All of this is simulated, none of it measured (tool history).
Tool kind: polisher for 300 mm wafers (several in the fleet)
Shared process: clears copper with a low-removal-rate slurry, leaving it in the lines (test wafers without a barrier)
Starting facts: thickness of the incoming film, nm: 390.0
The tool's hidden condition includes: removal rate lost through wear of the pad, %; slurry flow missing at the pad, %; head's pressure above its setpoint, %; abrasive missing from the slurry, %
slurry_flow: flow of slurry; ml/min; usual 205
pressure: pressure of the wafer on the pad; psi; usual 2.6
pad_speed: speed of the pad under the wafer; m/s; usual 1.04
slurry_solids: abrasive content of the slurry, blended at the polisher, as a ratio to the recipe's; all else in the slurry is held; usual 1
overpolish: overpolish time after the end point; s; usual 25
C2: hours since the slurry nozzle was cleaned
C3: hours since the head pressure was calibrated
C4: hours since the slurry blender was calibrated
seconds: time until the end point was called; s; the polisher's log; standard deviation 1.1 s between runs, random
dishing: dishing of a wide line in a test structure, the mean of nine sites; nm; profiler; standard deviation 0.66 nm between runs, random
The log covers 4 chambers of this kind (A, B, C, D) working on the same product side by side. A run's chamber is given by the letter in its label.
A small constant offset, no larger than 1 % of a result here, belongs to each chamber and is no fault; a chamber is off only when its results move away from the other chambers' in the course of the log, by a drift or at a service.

run 1D hour=9.1 | slurry_flow=205 pressure=2.6 pad_speed=1.04 slurry_solids=1 overpolish=25 | wafers_polished_on_this_pad=480 C2=37.4 C3=527.0 C4=67.7 | seconds=124.98 dishing=47.677
run 2C hour=15.3 | slurry_flow=205 pressure=2.6 pad_speed=1.04 slurry_solids=1 overpolish=25 | wafers_polished_on_this_pad=239 C2=36.1 C3=270.4 C4=125.3 | seconds=124.82 dishing=47.498
run 3A hour=20.5 | slurry_flow=205 pressure=2.6 pad_speed=1.04 slurry_solids=1 overpolish=25 | wafers_polished_on_this_pad=808 C2=71.8 C3=83.4 C4=432.5 | seconds=126.23 dishing=48.555
run 4B hour=27.0 | slurry_flow=205 pressure=2.6 pad_speed=1.04 slurry_solids=1 overpolish=25 | wafers_polished_on_this_pad=824 C2=97.9 C3=132.4 C4=49.2 | seconds=125.02 dishing=48.069
-- hour=29.5 chamber D: head pressure recalibrated
run 5D hour=32.4 | slurry_flow=205 pressure=2.6 pad_speed=1.04 slurry_solids=1 overpolish=25 | wafers_polished_on_this_pad=625 C2=60.7 C3=2.9 C4=91.0 | seconds=126.70 dishing=47.790
-- hour=35.0 chamber A: slurry blender recalibrated
run 6B hour=39.9 | slurry_flow=205 pressure=2.6 pad_speed=1.04 slurry_solids=1 overpolish=25 | wafers_polished_on_this_pad=905 C2=110.8 C3=145.3 C4=62.1 | seconds=126.76 dishing=48.182
-- hour=43.5 chamber D: slurry blender recalibrated
run 7C hour=48.2 | slurry_flow=205 pressure=2.6 pad_speed=1.04 slurry_solids=1 overpolish=25 | wafers_polished_on_this_pad=444 C2=69.0 C3=303.3 C4=158.2 | seconds=127.88 dishing=48.102
-- hour=49.5 chamber C: worn pad replaced by a new one
-- hour=56.0 chamber D: worn pad replaced by a new one
run 8A hour=56.5 | slurry_flow=205 pressure=2.6 pad_speed=1.04 slurry_solids=1 overpolish=25 | wafers_polished_on_this_pad=1032 C2=107.8 C3=119.4 C4=21.6 | seconds=124.86 dishing=48.411
run 9D hour=63.4 | slurry_flow=205 pressure=2.6 pad_speed=1.04 slurry_solids=1 overpolish=25 | wafers_polished_on_this_pad=46 C2=91.7 C3=33.9 C4=19.9 | seconds=126.62 dishing=48.706
run 10B hour=72.7 | slurry_flow=205 pressure=2.6 pad_speed=1.04 slurry_solids=1 overpolish=25 | wafers_polished_on_this_pad=1109 C2=143.6 C3=178.1 C4=94.9 | seconds=127.87 dishing=46.904
run 11A hour=79.7 | slurry_flow=205 pressure=2.6 pad_speed=0.72 slurry_solids=1 overpolish=25 | wafers_polished_on_this_pad=1177 C2=131.0 C3=142.6 C4=44.8 | seconds=181.00 dishing=36.034
run 12C hour=84.0 | slurry_flow=205 pressure=2.6 pad_speed=0.72 slurry_solids=1 overpolish=25 | wafers_polished_on_this_pad=215 C2=104.8 C3=339.1 C4=194.0 | seconds=180.26 dishing=35.331
-- hour=88.0 chamber A: worn pad replaced by a new one
run 13B hour=92.1 | slurry_flow=205 pressure=2.6 pad_speed=0.72 slurry_solids=1 overpolish=25 | wafers_polished_on_this_pad=1230 C2=163.0 C3=197.5 C4=114.3 | seconds=183.98 dishing=35.532
run 14C hour=97.5 | slurry_flow=205 pressure=2.6 pad_speed=0.72 slurry_solids=1 overpolish=25 | wafers_polished_on_this_pad=299 C2=118.3 C3=352.6 C4=207.5 | seconds=183.49 dishing=35.835
run 15D hour=106.3 | slurry_flow=240 pressure=2.6 pad_speed=1.04 slurry_solids=1 overpolish=25 | wafers_polished_on_this_pad=313 C2=134.6 C3=76.8 C4=62.8 | seconds=123.06 dishing=49.126
run 16A hour=115.0 | slurry_flow=240 pressure=2.6 pad_speed=1.04 slurry_solids=1 overpolish=25 | wafers_polished_on_this_pad=168 C2=166.3 C3=177.9 C4=80.1 | seconds=123.42 dishing=49.527
run 17B hour=123.3 | slurry_flow=240 pressure=2.6 pad_speed=1.04 slurry_solids=1 overpolish=25 | wafers_polished_on_this_pad=1424 C2=194.2 C3=228.7 C4=145.5 | seconds=125.49 dishing=45.728
run 18C hour=132.5 | slurry_flow=240 pressure=2.6 pad_speed=1.04 slurry_solids=1 overpolish=25 | wafers_polished_on_this_pad=517 C2=153.3 C3=387.6 C4=242.5 | seconds=124.42 dishing=49.987
-- hour=134.1 chamber C: worn pad replaced by a new one
run 19A hour=138.5 | slurry_flow=205 pressure=2.6 pad_speed=1.04 slurry_solids=1 overpolish=25 | wafers_polished_on_this_pad=314 C2=189.8 C3=201.4 C4=103.6 | seconds=125.26 dishing=47.603
run 20D hour=148.1 | slurry_flow=205 pressure=2.6 pad_speed=1.04 slurry_solids=1 overpolish=25 | wafers_polished_on_this_pad=573 C2=176.4 C3=118.6 C4=104.6 | seconds=126.78 dishing=48.058
-- hour=151.2 chamber D: slurry blender recalibrated
run 21A hour=153.0 | slurry_flow=140 pressure=2.6 pad_speed=1.04 slurry_solids=1 overpolish=25 | wafers_polished_on_this_pad=405 C2=204.3 C3=215.9 C4=118.1 | seconds=132.45 dishing=45.891
run 22B hour=160.5 | slurry_flow=140 pressure=2.6 pad_speed=1.04 slurry_solids=1 overpolish=25 | wafers_polished_on_this_pad=1656 C2=231.4 C3=265.9 C4=182.7 | seconds=141.02 dishing=43.160
run 23D hour=165.1 | slurry_flow=140 pressure=2.6 pad_speed=1.04 slurry_solids=1 overpolish=25 | wafers_polished_on_this_pad=679 C2=193.4 C3=135.6 C4=14.0 | seconds=134.09 dishing=46.948
run 24C hour=174.9 | slurry_flow=140 pressure=2.6 pad_speed=1.04 slurry_solids=1 overpolish=25 | wafers_polished_on_this_pad=254 C2=195.7 C3=430.0 C4=284.9 | seconds=133.85 dishing=46.263
run 25D hour=182.4 | slurry_flow=205 pressure=2.6 pad_speed=1.04 slurry_solids=1 overpolish=25 | wafers_polished_on_this_pad=787 C2=210.7 C3=152.9 C4=31.3 | seconds=125.41 dishing=47.962
run 26B hour=186.7 | slurry_flow=205 pressure=2.6 pad_speed=1.04 slurry_solids=1 overpolish=25 | wafers_polished_on_this_pad=1819 C2=257.6 C3=292.1 C4=208.9 | seconds=135.31 dishing=44.895
-- hour=192.0 chamber D: slurry nozzle cleaned
run 27A hour=192.0 | slurry_flow=205 pressure=2.6 pad_speed=1.04 slurry_solids=1 overpolish=25 | wafers_polished_on_this_pad=648 C2=243.3 C3=254.9 C4=157.1 | seconds=125.46 dishing=47.582
run 28C hour=199.3 | slurry_flow=205 pressure=2.6 pad_speed=1.04 slurry_solids=1 overpolish=25 | wafers_polished_on_this_pad=406 C2=220.1 C3=454.4 C4=309.3 | seconds=125.65 dishing=47.910
run 29B hour=205.2 | slurry_flow=205 pressure=2.6 pad_speed=1.04 slurry_solids=1 overpolish=25 | wafers_polished_on_this_pad=1935 C2=276.1 C3=310.6 C4=227.4 | seconds=136.39 dishing=44.480
-- hour=206.6 chamber D: worn pad replaced by a new one
-- hour=210.9 chamber C: worn pad replaced by a new one
run 30C hour=212.3 | slurry_flow=205 pressure=2.6 pad_speed=1.04 slurry_solids=1 overpolish=25 | wafers_polished_on_this_pad=9 C2=233.1 C3=467.4 C4=322.3 | seconds=126.95 dishing=47.732
run 31D hour=219.9 | slurry_flow=205 pressure=2.6 pad_speed=1.04 slurry_solids=1 overpolish=25 | wafers_polished_on_this_pad=83 C2=28.0 C3=190.4 C4=68.8 | seconds=126.07 dishing=47.851
run 32A hour=227.9 | slurry_flow=205 pressure=2.6 pad_speed=1.04 slurry_solids=1 overpolish=25 | wafers_polished_on_this_pad=871 C2=279.2 C3=290.8 C4=193.0 | seconds=125.47 dishing=47.395
run 33A hour=232.4 | slurry_flow=205 pressure=3.1 pad_speed=1.04 slurry_solids=1 overpolish=38 | wafers_polished_on_this_pad=900 C2=283.7 C3=295.3 C4=197.5 | seconds=105.60 dishing=73.097
run 34D hour=241.4 | slurry_flow=205 pressure=3.1 pad_speed=1.04 slurry_solids=1 overpolish=38 | wafers_polished_on_this_pad=217 C2=49.5 C3=211.9 C4=90.3 | seconds=105.03 dishing=73.751

Next, every chamber runs the same settings. What will each give?
run 35A hour=248.4 | slurry_flow=205 pressure=2.6 pad_speed=1.04 slurry_solids=1 overpolish=25 | seconds=? dishing=?
run 35B hour=248.4 | slurry_flow=205 pressure=2.6 pad_speed=1.04 slurry_solids=1 overpolish=25 | seconds=? dishing=?
run 35C hour=248.4 | slurry_flow=205 pressure=2.6 pad_speed=1.04 slurry_solids=1 overpolish=25 | seconds=? dishing=?
run 35D hour=248.4 | slurry_flow=205 pressure=2.6 pad_speed=1.04 slurry_solids=1 overpolish=25 | seconds=? dishing=?

run=35A seconds=124.94 dishing=47.452
run=35B seconds=140.89 dishing=44.248
run=35C seconds=124.91 dishing=48.051
run=35D seconds=126.02 dishing=47.827
